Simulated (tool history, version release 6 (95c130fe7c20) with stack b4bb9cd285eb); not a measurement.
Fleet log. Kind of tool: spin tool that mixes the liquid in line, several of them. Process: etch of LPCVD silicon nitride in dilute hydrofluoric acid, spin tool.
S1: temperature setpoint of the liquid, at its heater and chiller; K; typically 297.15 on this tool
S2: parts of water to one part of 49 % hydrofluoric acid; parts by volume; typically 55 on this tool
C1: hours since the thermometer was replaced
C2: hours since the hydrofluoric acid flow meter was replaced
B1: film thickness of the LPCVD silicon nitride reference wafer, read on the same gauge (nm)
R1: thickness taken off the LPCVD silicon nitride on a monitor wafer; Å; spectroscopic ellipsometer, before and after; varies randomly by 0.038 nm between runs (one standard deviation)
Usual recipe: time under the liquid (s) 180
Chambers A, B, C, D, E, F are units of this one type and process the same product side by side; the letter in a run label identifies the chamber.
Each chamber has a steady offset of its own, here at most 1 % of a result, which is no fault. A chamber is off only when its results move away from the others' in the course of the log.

Run 1F, hour 6.4: usual settings; C1 521.6; C2 572.7; B1 129.99. Result: R1 14.5520 Å.
Run 2E, hour 10.7: usual settings; C1 1257.0; C2 279.2; B1 130.03. Result: R1 15.1730 Å.
Run 3D, hour 17.0: usual settings; C1 1461.2; C2 163.5; B1 130.01. Result: R1 15.7620 Å.
Run 4C, hour 20.0: usual settings; C1 752.4; C2 362.3; B1 129.98. Result: R1 15.1500 Å.
At hour 21.0: chamber F: hydrofluoric acid flow meter replaced.
Run 5B, hour 25.6: usual settings; C1 264.0; C2 1347.5; B1 130.02. Result: R1 14.6940 Å.
Run 6A, hour 31.2: usual settings; C1 696.8; C2 902.1; B1 129.99. Result: R1 15.2320 Å.
Run 7D, hour 37.2: usual settings; C1 1481.4; C2 183.7; B1 129.99. Result: R1 15.5040 Å.
Run 8E, hour 42.0: usual settings; C1 1288.3; C2 310.5; B1 129.97. Result: R1 15.5430 Å.
Run 9A, hour 45.3: usual settings but S1 295.65 K, S2 80 parts by volume; C1 710.9; C2 916.2; B1 129.97. Result: R1 9.2183 Å.
Run 10C, hour 48.7: usual settings but S1 295.65 K, S2 80 parts by volume; C1 781.1; C2 391.0; B1 130.01. Result: R1 9.2760 Å.
Run 11B, hour 55.1: usual settings but S1 295.65 K, S2 80 parts by volume; C1 293.5; C2 1377.0; B1 130.01. Result: R1 9.2398 Å.
Run 12F, hour 58.3: usual settings but S1 295.65 K, S2 80 parts by volume; C1 573.5; C2 37.4; B1 130.01. Result: R1 9.0403 Å.
Run 13C, hour 64.8: usual settings but S1 295.65 K, S2 80 parts by volume; C1 797.2; C2 407.1; B1 130.03. Result: R1 9.3358 Å.
Run 14E, hour 70.9: usual settings but S1 295.65 K, S2 80 parts by volume; C1 1317.2; C2 339.4; B1 129.98. Result: R1 9.3217 Å.
Run 15D, hour 76.4: usual settings; C1 1520.6; C2 222.9; B1 130.05. Result: R1 15.2520 Å.
Run 16B, hour 79.5: usual settings; C1 317.9; C2 1401.4; B1 130.02. Result: R1 15.6290 Å.
Run 17A, hour 84.0: usual settings; C1 749.6; C2 954.9; B1 129.99. Result: R1 15.2940 Å.
Run 18F, hour 87.9: usual settings; C1 603.1; C2 67.0; B1 129.98. Result: R1 15.0470 Å.
Run 19F, hour 93.8: usual settings but S1 293.65 K, S2 70 parts by volume; C1 609.0; C2 72.9; B1 130.00. Result: R1 9.1778 Å.
Run 20D, hour 99.4: usual settings but S1 293.65 K, S2 70 parts by volume; C1 1543.6; C2 245.9; B1 129.97. Result: R1 9.4635 Å.
Run 21C, hour 104.9: usual settings but S1 293.65 K, S2 70 parts by volume; C1 837.3; C2 447.2; B1 129.98. Result: R1 9.1602 Å.
Run 22A, hour 110.0: usual settings but S1 293.65 K, S2 70 parts by volume; C1 775.6; C2 980.9; B1 130.01. Result: R1 9.1051 Å.
Run 23E, hour 114.6: usual settings but S1 293.65 K, S2 70 parts by volume; C1 1360.9; C2 383.1; B1 130.00. Result: R1 9.6063 Å.
Run 24B, hour 119.5: usual settings but S1 293.65 K, S2 70 parts by volume; C1 357.9; C2 1441.4; B1 130.00. Result: R1 9.0225 Å.
At hour 123.6: chamber D: thermometer replaced.
Run 25F, hour 124.2: usual settings; C1 639.4; C2 103.3; B1 130.03. Result: R1 15.1020 Å.
Run 26E, hour 130.1: usual settings; C1 1376.4; C2 398.6; B1 129.98. Result: R1 15.4350 Å.
Run 27D, hour 135.9: usual settings; C1 12.4; C2 282.4; B1 130.02. Result: R1 14.9620 Å.
Run 28B, hour 138.9: usual settings but S2 40 parts by volume; C1 377.3; C2 1460.8; B1 129.99. Result: R1 21.3230 Å.
Run 29C, hour 142.7: usual settings but S2 40 parts by volume; C1 875.1; C2 485.0; B1 130.03. Result: R1 20.7970 Å.
Run 30A, hour 147.3: usual settings but S2 40 parts by volume; C1 812.9; C2 1018.2; B1 130.02. Result: R1 20.2490 Å.
Run 31C, hour 153.9: usual settings but S2 40 parts by volume; C1 886.3; C2 496.2; B1 129.99. Result: R1 20.0410 Å.
Run 32A, hour 160.1: usual settings but S2 40 parts by volume; C1 825.7; C2 1031.0; B1 130.01. Result: R1 21.0770 Å.
Run 33F, hour 165.0: usual settings but S2 40 parts by volume; C1 680.2; C2 144.1; B1 129.97. Result: R1 20.8000 Å.
Run 34E, hour 170.7: usual settings; C1 1417.0; C2 439.2; B1 130.03. Result: R1 15.4320 Å.
At hour 172.5: chamber E: hydrofluoric acid flow meter replaced.
Run 35B, hour 177.3: usual settings; C1 415.7; C2 1499.2; B1 130.04. Result: R1 14.9570 Å.
Run 36D, hour 183.5: usual settings; C1 60.0; C2 330.0; B1 129.99. Result: R1 14.7250 Å.
Run 37D, hour 188.7: usual settings; C1 65.2; C2 335.2; B1 130.02. Result: R1 15.7950 Å.
Run 38E, hour 193.8: usual settings; C1 1440.1; C2 21.3; B1 129.99. Result: R1 15.4190 Å.
Run 39A, hour 199.1: usual settings; C1 864.7; C2 1070.0; B1 130.01. Result: R1 14.6050 Å.
Run 40B, hour 204.2: usual settings but S1 295.15 K, time under the liquid (s) 240; C1 442.6; C2 1526.1; B1 129.99. Result: R1 17.0370 Å.
Run 41C, hour 207.9: usual settings but S1 295.15 K, time under the liquid (s) 240; C1 940.3; C2 550.2; B1 130.01. Result: R1 17.9700 Å.
Run 42F, hour 214.1: usual settings but S1 295.15 K, time under the liquid (s) 240; C1 729.3; C2 193.2; B1 130.00. Result: R1 16.9230 Å.

One chamber off, gauge drift, or nothing amiss beyond the chambers' own small offsets? If it is a chamber, which one, and what is the likeliest cause?

No chamber stands off beyond its own small offset, and the gauge holds steady.
